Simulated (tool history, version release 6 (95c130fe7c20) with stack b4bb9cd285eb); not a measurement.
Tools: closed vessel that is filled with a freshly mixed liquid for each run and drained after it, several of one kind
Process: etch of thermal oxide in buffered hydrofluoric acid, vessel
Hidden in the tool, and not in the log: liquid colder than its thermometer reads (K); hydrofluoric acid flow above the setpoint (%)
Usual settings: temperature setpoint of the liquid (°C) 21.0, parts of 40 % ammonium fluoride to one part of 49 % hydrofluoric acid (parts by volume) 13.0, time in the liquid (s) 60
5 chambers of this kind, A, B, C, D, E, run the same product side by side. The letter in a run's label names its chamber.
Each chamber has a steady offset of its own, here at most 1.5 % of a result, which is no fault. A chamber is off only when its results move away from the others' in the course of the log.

run,hour,temperature setpoint of the liquid (°C),parts of 40 % ammonium fluoride to one part of 49 % hydrofluoric acid (parts by volume),time in the liquid (s),hours since the thermometer was replaced,hours since the hydrofluoric acid flow meter was replaced,"read-back film thickness of the thermal oxide reference wafer, read on the same gauge (nm)",thickness taken off the thermal oxide on a monitor wafer (angstrom)
1C,3.4,21.0,13.0,60,447.7,368.3,79.988,475.42
2A,7.1,21.0,13.0,60,2204.3,764.8,79.989,460.85
3B,9.0,21.0,13.0,60,1755.2,1149.8,79.988,466.21
4E,12.2,21.0,13.0,60,988.6,751.2,80.002,459.12
5D,16.3,21.0,13.0,60,432.9,374.2,79.974,461.32
6C,19.6,21.0,13.0,60,463.9,384.5,79.989,461.55
7B,23.3,21.0,13.0,60,1769.5,1164.1,80.008,464.49
8A,27.4,21.0,13.0,60,2224.6,785.1,79.989,457.69
9E,30.0,21.0,13.0,60,1006.4,769.0,79.978,458.42
10D,33.5,21.0,13.0,60,450.1,391.4,80.008,450.49
11E,37.8,17.5,9.5,60,1014.2,776.8,80.007,504.48
12B,41.1,17.5,9.5,60,1787.3,1181.9,80.012,512.75
13D,43.5,17.5,9.5,60,460.1,401.4,79.983,483.80
14A,47.4,17.5,9.5,60,2244.6,805.1,80.010,496.69
15C,50.1,17.5,9.5,60,494.4,415.0,80.015,501.12
16C,54.2,21.0,13.0,60,498.5,419.1,79.980,465.00
17A,56.4,21.0,13.0,85,2253.6,814.1,80.004,653.49
18D,59.0,21.0,13.0,85,475.6,416.9,79.984,631.27
19B,61.4,21.0,13.0,85,1807.6,1202.2,79.982,668.75
20E,64.2,21.0,13.0,85,1040.6,803.2,80.011,647.05
21D,67.2,21.0,13.0,85,483.8,425.1,79.973,611.41
22B,71.3,21.0,13.0,60,1817.5,1212.1,80.025,468.30
23C,74.9,21.0,13.0,60,519.2,439.8,79.984,461.32
24E,77.7,21.0,13.0,60,1054.1,816.7,79.995,465.10
25A,81.7,21.0,13.0,60,2278.9,839.4,79.976,464.78
26A,83.9,21.0,13.0,60,2281.1,841.6,79.997,450.01
27B,88.3,25.5,13.0,85,1834.5,1229.1,80.030,847.37
28D,90.3,25.5,13.0,85,506.9,448.2,80.011,771.86
29E,92.3,25.5,13.0,85,1068.7,831.3,80.000,833.98
30C,94.3,25.5,13.0,85,538.6,459.2,79.982,842.19
31D,98.5,25.5,13.0,85,515.1,456.4,79.988,752.14
32A,101.3,21.0,13.0,60,2298.5,859.0,79.996,456.98
33C,104.8,21.0,13.0,60,549.1,469.7,80.033,472.73
34B,109.1,21.0,13.0,60,1855.3,1249.9,79.987,469.29

All 5 chambers run these settings next. Forecast each chamber's results:
35A,112.3,25.0,13.0,60,,,,?
35B,112.3,25.0,13.0,60,,,,?
35C,112.3,25.0,13.0,60,,,,?
35D,112.3,25.0,13.0,60,,,,?
35E,112.3,25.0,13.0,60,,,,?

run,thickness taken off the thermal oxide on a monitor wafer (angstrom)
35A,571.18
35B,574.12
35C,584.33
35D,508.82
35E,571.30
